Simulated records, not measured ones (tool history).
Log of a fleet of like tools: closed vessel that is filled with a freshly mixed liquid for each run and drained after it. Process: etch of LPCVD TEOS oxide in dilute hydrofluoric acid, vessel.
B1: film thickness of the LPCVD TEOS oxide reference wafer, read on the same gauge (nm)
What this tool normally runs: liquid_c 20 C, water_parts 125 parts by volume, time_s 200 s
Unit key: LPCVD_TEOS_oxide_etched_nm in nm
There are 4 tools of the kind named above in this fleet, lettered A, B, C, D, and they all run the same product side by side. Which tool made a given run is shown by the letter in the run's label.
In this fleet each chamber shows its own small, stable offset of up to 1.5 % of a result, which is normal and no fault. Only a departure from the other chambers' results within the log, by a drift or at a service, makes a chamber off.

Run 1B, hour 6.6: usual settings; B1 29.977. Result: LPCVD_TEOS_oxide_etched_nm 36.481 nm.
Run 2C, hour 10.4: usual settings; B1 30.027. Result: LPCVD_TEOS_oxide_etched_nm 36.415 nm.
At hour 15.2: chamber C: thermometer replaced.
Run 3D, hour 15.8: usual settings; B1 30.021. Result: LPCVD_TEOS_oxide_etched_nm 36.502 nm.
Run 4A, hour 18.7: usual settings; B1 29.995. Result: LPCVD_TEOS_oxide_etched_nm 36.452 nm.
Run 5C, hour 24.5: usual settings; B1 29.98. Result: LPCVD_TEOS_oxide_etched_nm 36.381 nm.
Run 6B, hour 28.5: usual settings; B1 29.988. Result: LPCVD_TEOS_oxide_etched_nm 35.769 nm.
Run 7D, hour 31.4: usual settings but liquid_c 17.5 C; B1 29.992. Result: LPCVD_TEOS_oxide_etched_nm 33.05 nm.
Run 8A, hour 36.8: usual settings but liquid_c 17.5 C; B1 29.998. Result: LPCVD_TEOS_oxide_etched_nm 33.256 nm.
Run 9A, hour 42.1: usual settings but liquid_c 17.5 C; B1 29.983. Result: LPCVD_TEOS_oxide_etched_nm 33.209 nm.
Run 10D, hour 46.4: usual settings but liquid_c 17.5 C; B1 30.016. Result: LPCVD_TEOS_oxide_etched_nm 33.771 nm.
Run 11B, hour 52.8: usual settings; B1 30.007. Result: LPCVD_TEOS_oxide_etched_nm 36.137 nm.
Run 12C, hour 57.9: usual settings; B1 30.008. Result: LPCVD_TEOS_oxide_etched_nm 35.74 nm.
Run 13A, hour 63: usual settings; B1 30.002. Result: LPCVD_TEOS_oxide_etched_nm 36.453 nm.
Run 14D, hour 69.5: usual settings; B1 29.97. Result: LPCVD_TEOS_oxide_etched_nm 37.178 nm.
Run 15C, hour 75.9: usual settings but liquid_c 18 C, time_s 110 s; B1 29.999. Result: LPCVD_TEOS_oxide_etched_nm 18.32 nm.
Run 16B, hour 80.9: usual settings but liquid_c 18 C, time_s 110 s; B1 30.017. Result: LPCVD_TEOS_oxide_etched_nm 18.354 nm.
Run 17B, hour 86.5: usual settings but liquid_c 18 C, time_s 110 s; B1 30.034. Result: LPCVD_TEOS_oxide_etched_nm 18.219 nm.
Run 18A, hour 91.9: usual settings but liquid_c 18 C, time_s 110 s; B1 29.996. Result: LPCVD_TEOS_oxide_etched_nm 18.829 nm.
Run 19C, hour 96.2: usual settings; B1 30.03. Result: LPCVD_TEOS_oxide_etched_nm 36.136 nm.
Run 20D, hour 100.2: usual settings; B1 29.972. Result: LPCVD_TEOS_oxide_etched_nm 37.407 nm.
Run 21D, hour 104.4: usual settings; B1 29.972. Result: LPCVD_TEOS_oxide_etched_nm 37.97 nm.
Run 22B, hour 108.1: usual settings; B1 30.016. Result: LPCVD_TEOS_oxide_etched_nm 35.861 nm.
Run 23A, hour 114.1: usual settings but water_parts 85 parts by volume; B1 30.033. Result: LPCVD_TEOS_oxide_etched_nm 55.811 nm.
Run 24C, hour 118.1: usual settings but water_parts 85 parts by volume; B1 30.041. Result: LPCVD_TEOS_oxide_etched_nm 55.027 nm.
Run 25C, hour 122.1: usual settings but water_parts 85 parts by volume; B1 29.994. Result: LPCVD_TEOS_oxide_etched_nm 55.508 nm.
Run 26D, hour 127.9: usual settings but water_parts 85 parts by volume; B1 29.977. Result: LPCVD_TEOS_oxide_etched_nm 60.232 nm.
At hour 132.2: chamber A: thermometer replaced.
Run 27B, hour 133.3: usual settings but water_parts 80 parts by volume; B1 30.016. Result: LPCVD_TEOS_oxide_etched_nm 60.17 nm.
Run 28A, hour 139.2: usual settings but water_parts 80 parts by volume; B1 29.988. Result: LPCVD_TEOS_oxide_etched_nm 59.027 nm.
Run 29C, hour 143.6: usual settings but water_parts 80 parts by volume; B1 30.037. Result: LPCVD_TEOS_oxide_etched_nm 59.15 nm.
Run 30B, hour 148.5: usual settings but water_parts 80 parts by volume; B1 30.004. Result: LPCVD_TEOS_oxide_etched_nm 58.822 nm.
Run 31D, hour 152.8: usual settings; B1 30.045. Result: LPCVD_TEOS_oxide_etched_nm 39.702 nm.
Run 32A, hour 157.6: usual settings; B1 30.01. Result: LPCVD_TEOS_oxide_etched_nm 36.719 nm.
Run 33D, hour 162: usual settings; B1 30.015. Result: LPCVD_TEOS_oxide_etched_nm 39.569 nm.

Has any chamber moved away from the others, gradually or after a service, or does the common gauge drift, or do the chambers differ only by their own small steady offsets? State the chamber and the most likely cause if one applies.

It is chamber D that slowly wanders off from its peers.
Cause: liquid hotter than its thermometer reads (K) = 1.97.
From this log alone, it may not be told apart from: hydrofluoric acid flow above the setpoint (%).

Here are 4 candidates for chamber D's next run, each the usual settings with a change, their results left as question marks. Which one brings its results back in line with what the others give on the usual settings?
Counts as in line when no further than this from what the other chambers average on the usual settings: LPCVD_TEOS_oxide_etched_nm 1.1 nm
Run 34D-1, hour 166.7: usual settings but water_parts 135 parts by volume, time_s 185 s. Result: LPCVD_TEOS_oxide_etched_nm ?.
Run 34D-2, hour 166.7: usual settings but water_parts 115 parts by volume, time_s 215 s. Result: LPCVD_TEOS_oxide_etched_nm ?.
Run 34D-3, hour 166.7: usual settings but water_parts 115 parts by volume. Result: LPCVD_TEOS_oxide_etched_nm ?.
Run 34D-4, hour 166.7: usual settings but water_parts 130 parts by volume, time_s 190 s. Result: LPCVD_TEOS_oxide_etched_nm ?.

Mean of the other chambers on the usual settings: LPCVD_TEOS_oxide_etched_nm 36.282 nm
  run  LPCVD_TEOS_oxide_etched_nm
34D-1                       33.63
34D-2                       47.04
34D-3                      43.758
34D-4                      36.086
The right change is 34D-4: it brings the chamber back within the allowed miss of the others.
